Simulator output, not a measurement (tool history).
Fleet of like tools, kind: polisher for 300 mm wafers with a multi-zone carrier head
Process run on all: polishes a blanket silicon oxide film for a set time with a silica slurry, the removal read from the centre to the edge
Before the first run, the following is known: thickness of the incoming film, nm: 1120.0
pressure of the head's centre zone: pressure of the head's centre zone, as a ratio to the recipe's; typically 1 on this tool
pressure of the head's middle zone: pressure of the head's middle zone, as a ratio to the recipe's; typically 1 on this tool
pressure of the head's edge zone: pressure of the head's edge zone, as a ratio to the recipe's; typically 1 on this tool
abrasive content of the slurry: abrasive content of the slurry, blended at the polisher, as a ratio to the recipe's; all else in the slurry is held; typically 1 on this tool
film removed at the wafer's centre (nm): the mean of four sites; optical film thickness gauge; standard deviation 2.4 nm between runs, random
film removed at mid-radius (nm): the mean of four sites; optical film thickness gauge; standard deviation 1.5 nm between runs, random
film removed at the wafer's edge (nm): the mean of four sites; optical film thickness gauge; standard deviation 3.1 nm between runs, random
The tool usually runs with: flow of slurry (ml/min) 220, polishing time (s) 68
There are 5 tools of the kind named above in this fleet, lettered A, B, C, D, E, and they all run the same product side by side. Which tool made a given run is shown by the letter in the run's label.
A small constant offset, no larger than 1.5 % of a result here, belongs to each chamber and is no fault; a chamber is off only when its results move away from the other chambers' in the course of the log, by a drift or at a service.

run   hour  flow of slurry (ml/min)  pressure of the head's centre zone  pressure of the head's middle zone  pressure of the head's edge zone  abrasive content of the slurry  polishing time (s)  film removed at the wafer's centre (nm)  film removed at mid-radius (nm)  film removed at the wafer's edge (nm)
 1D    4.7                      220                                   1                                   1                                 1                               1                  68                                   213.29                           211.85                                 208.86
 2C   12.6                      220                                   1                                   1                                 1                               1                  68                                   208.88                           208.88                                 208.57
      18.6  -- chamber C: worn pad replaced by a new one
 3B   19.4                      220                                   1                                   1                                 1                               1                  68                                   216.65                           207.48                                    211
      25.4  -- chamber D: worn pad replaced by a new one
 4E   25.7                      220                                   1                                   1                                 1                               1                  68                                   215.87                           208.94                                 215.02
      28.6  -- chamber B: edge zone pressure recalibrated
      32.8  -- chamber B: worn pad replaced by a new one
 5A     33                      220                                   1                                   1                                 1                               1                  68                                   211.58                           211.15                                 212.77
      34.3  -- chamber E: worn pad replaced by a new one
 6B   38.3                      220                                   1                                   1                                 1                               1                  68                                   215.02                           208.12                                 210.05
 7D   45.1                      220                                   1                                   1                                 1                               1                  68                                   206.92                           212.27                                 215.87
 8C   50.8                      220                                   1                                   1                                 1                               1                  68                                   209.09                           210.29                                 206.78
 9A   56.5                      220                                   1                                   1                                 1                               1                  68                                   208.87                           212.45                                 209.34
10E   63.8                      220                                   1                                   1                                 1                               1                  68                                   211.95                           211.48                                 209.05
11B   68.8                      220                                   1                                   1                                 1                               1                  68                                   214.74                            208.4                                 213.26
      74.1  -- chamber D: worn pad replaced by a new one
12C   74.3                      220                                   1                                   1                                 1                               1                  68                                   208.59                           211.65                                 204.53
13E   81.1                      220                                   1                                   1                                 1                               1                  68                                   212.59                            210.4                                 213.23
14D   86.1                      220                                   1                                   1                                 1                               1                  68                                    215.3                           213.07                                 207.78
      89.9  -- chamber C: worn pad replaced by a new one
15A   90.9                      220                                   1                                   1                                 1                             1.1                  68                                   216.04                           214.41                                  217.1
16C   95.1                      220                                   1                                   1                                 1                             1.1                  68                                   218.66                           215.44                                 219.89
      96.8  -- chamber E: slurry nozzle cleaned
17A  102.8                      220                                   1                                   1                                 1                             1.1                  68                                   218.99                           213.81                                 206.04
18E  108.2                      220                                   1                                   1                                 1                             1.1                  68                                   220.43                           221.13                                 220.98
19B  111.8                      220                                   1                                   1                                 1                             1.1                  68                                   219.38                            219.2                                  222.3
20D  117.5                      220                                   1                                   1                                 1                               1                  68                                   212.12                           214.25                                 210.92
21A  121.3                      220                                   1                                   1                                 1                               1                  68                                    200.1                           197.69                                 199.19
     125.5  -- chamber B: slurry nozzle cleaned
     125.7  -- chamber D: worn pad replaced by a new one
22C  127.4                      220                                   1                                   1                                 1                               1                  68                                   214.17                           212.12                                 211.79
23B  135.3                      220                                   1                                   1                                 1                               1                  68                                   214.99                           209.34                                 213.53
       138  -- chamber B: worn pad replaced by a new one
24D  139.5                      220                                   1                                   1                                 1                            0.85                  68                                   198.27                           195.86                                 192.35
25E  144.3                      220                                   1                                   1                                 1                            0.85                  68                                    198.2                           194.78                                 195.36
26D  147.8                      220                                   1                                   1                                 1                            0.85                  68                                    197.2                           196.29                                 195.97
27A  152.7                      220                                   1                                   1                                 1                            0.85                  68                                   181.66                           182.13                                 181.59
     156.2  -- chamber C: worn pad replaced by a new one
28B  159.4                      220                                   1                                   1                                 1                            0.85                  68                                   194.68                           194.09                                  197.6
29E  165.4                      220                                   1                                   1                                 1                               1                  68                                   214.74                           210.73                                 213.42
30C  170.7                      220                                   1                                   1                                 1                               1                  68                                   206.24                           212.96                                 210.97

For the next run the whole fleet of 5 chambers uses the same settings. Give each chamber's results:
31A  176.4                      220                                   1                                   1                                 1                               1                  68                                        ?                                ?                                      ?
31B  176.4                      220                                   1                                   1                                 1                               1                  68                                        ?                                ?                                      ?
31C  176.4                      220                                   1                                   1                                 1                               1                  68                                        ?                                ?                                      ?
31D  176.4                      220                                   1                                   1                                 1                               1                  68                                        ?                                ?                                      ?
31E  176.4                      220                                   1                                   1                                 1                               1                  68                                        ?                                ?                                      ?

run  film removed at the wafer's centre (nm)  film removed at mid-radius (nm)  film removed at the wafer's edge (nm)
31A                                   190.42                           190.64                                 193.74
31B                                   216.13                           209.93                                 214.39
31C                                   208.52                           209.65                                  206.7
31D                                   209.69                           209.63                                 210.73
31E                                   213.55                           209.03                                 210.74

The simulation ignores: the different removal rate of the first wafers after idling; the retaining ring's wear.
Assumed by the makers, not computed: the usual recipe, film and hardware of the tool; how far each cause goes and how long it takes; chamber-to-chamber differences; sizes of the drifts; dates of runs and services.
